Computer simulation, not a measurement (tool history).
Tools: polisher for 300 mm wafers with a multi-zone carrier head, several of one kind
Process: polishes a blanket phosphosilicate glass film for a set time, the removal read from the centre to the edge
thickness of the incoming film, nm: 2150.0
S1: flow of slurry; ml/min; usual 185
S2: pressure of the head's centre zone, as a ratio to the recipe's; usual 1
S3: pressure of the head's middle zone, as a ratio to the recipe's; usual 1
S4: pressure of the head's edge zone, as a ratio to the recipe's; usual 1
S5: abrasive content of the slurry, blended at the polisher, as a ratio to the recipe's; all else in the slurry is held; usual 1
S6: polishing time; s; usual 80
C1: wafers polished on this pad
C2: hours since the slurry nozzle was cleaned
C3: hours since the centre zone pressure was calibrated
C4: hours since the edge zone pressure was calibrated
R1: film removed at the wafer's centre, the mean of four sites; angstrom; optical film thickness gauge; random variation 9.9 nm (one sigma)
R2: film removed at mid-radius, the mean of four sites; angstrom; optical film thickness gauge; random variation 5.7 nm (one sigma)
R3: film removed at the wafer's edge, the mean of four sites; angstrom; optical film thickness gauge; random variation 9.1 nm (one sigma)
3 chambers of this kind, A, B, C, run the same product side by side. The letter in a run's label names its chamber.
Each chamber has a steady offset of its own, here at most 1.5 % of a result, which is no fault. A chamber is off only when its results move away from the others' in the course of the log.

run   hour   S1    S2  S3  S4    S5   S6    C1     C2     C3     C4      R1      R2      R3
 1C    7.7  185     1   1   1     1   80   702   21.5  771.3    772  7057.5  7117.4  6934.3
 2B   13.3  185     1   1   1     1   80   803    175  332.5   70.1  6807.5  7111.2  7113.9
      17.1  -- chamber A: worn pad replaced by a new one
 3A   21.2  185     1   1   1     1   80    42  146.4  261.5  297.7  7084.4  7085.1  7051.1
 4B   27.4  185     1   1   1     1   80   946  189.1  346.6   84.2  6969.8  7147.5  7387.1
      27.6  -- chamber C: worn pad replaced by a new one
 5C   31.8  185     1   1   1  1.25  103    42   45.6  795.4  796.1   10034   10148   10028
      31.9  -- chamber B: worn pad replaced by a new one
 6A   35.6  185     1   1   1  1.25  103   187  160.8  275.9  312.1  9875.9  9938.3    9924
 7C   39.6  185     1   1   1  1.25  103   122   53.4  803.2  803.9  9929.6  9958.5  9848.5
 8B   44.3  185     1   1   1     1   80   126    206  363.5  101.1  7100.4  7019.4  7119.9
 9A     48  185     1   1   1     1   80   313  173.2  288.3  324.5    7332  7086.6  7106.1
10A   52.7  185     1   1   1     1   80   361  177.9    293  329.2  7212.7  6988.4    7072
      56.6  -- chamber A: edge zone pressure recalibrated
11B   60.5  185     1   1   1     1   80   290  222.2  379.7  117.3  7134.5  7028.7  7196.7
12C   64.3  185     1   1   1     1   80   372   78.1  827.9  828.6  6943.3  7118.3  7086.9
13B   72.5  185     1   1   1     1   80   412  234.2  391.7  129.3  6926.4  7098.6    6994
14A   78.3  185     1   1   1     1   80   620  203.5  318.6   21.8  7206.8  7013.6  6918.2
15C   86.5  185     1   1   1     1   80   597  100.3  850.1  850.8  6808.4  7032.5  7107.2
      87.3  -- chamber B: slurry nozzle cleaned
16C   93.6  185  1.06   1   1     1   90   669  107.4  857.2  857.9  8030.2  7972.2    8054
17A   99.8  185  1.06   1   1     1   90   838    225  340.1   43.3  8364.3  7923.4  7908.1
18B  104.1  185  1.06   1   1     1   90   732   16.9  423.3  160.9  8504.9  8008.4  8159.2
19B    109  185     1   1   1     1   80   781   21.8  428.2  165.8  7245.2  7139.3  7105.2
     115.6  -- chamber B: worn pad replaced by a new one
20C  116.7  185  1.06   1   1   0.8   80   903  130.5  880.3    881  6084.8  6316.2  6294.7
21A  124.7  185  1.06   1   1   0.8   80  1090  249.9    365   68.2  6922.2  6372.2  6431.2
22C  128.9  185  1.06   1   1   0.8   80  1026  142.7  892.5  893.2  6138.2  6221.4  6231.6
     131.3  -- chamber C: worn pad replaced by a new one
     134.4  -- chamber A: worn pad replaced by a new one
23A  135.1  185     1   1   1     1   80     7  260.3  375.4   78.6    6958  7097.3  7071.4
24B  142.2  185     1   1   1     1   80   270     55  461.4    199  7066.2  7128.2  7271.2
       148  -- chamber A: slurry nozzle cleaned
25C  149.1  185     1   1   1     1   80   180  162.9  912.7  913.4  6445.8  7074.2  7142.5
26B  155.1  185     1   1   1     1   80   400   67.9  474.3  211.9  7208.1  6998.7  7248.6
27A  160.4  185     1   1   1     1   80   264   12.5  400.7  103.9  7079.7  7043.1  7082.8
28B    166  185     1   1   1     1   80   511   78.8  485.2  222.8  7082.3  7110.1  6974.7
29C  170.4  185     1   1   1     1   80   396  184.2    934  934.7  6095.9  7027.2  7029.5
30A  175.8  185     1   1   1     1   80   420   27.9  416.1  119.3  7190.8  7046.8  6996.3
31C  180.7  185     1   1   1     1   80   500  194.5  944.3    945  5993.1  7077.6  7207.9

All 3 chambers run these settings next. Forecast each chamber's results:
32A  186.6  185   1   1   1  0.85  80                   ?   ?   ?
32B  186.6  185   1   1   1  0.85  80                   ?   ?   ?
32C  186.6  185   1   1   1  0.85  80                   ?   ?   ?

run      R1      R2      R3
32A  6617.1    6544  6516.1
32B  6591.9    6613  6616.4
32C  5733.8  6590.5  6376.1
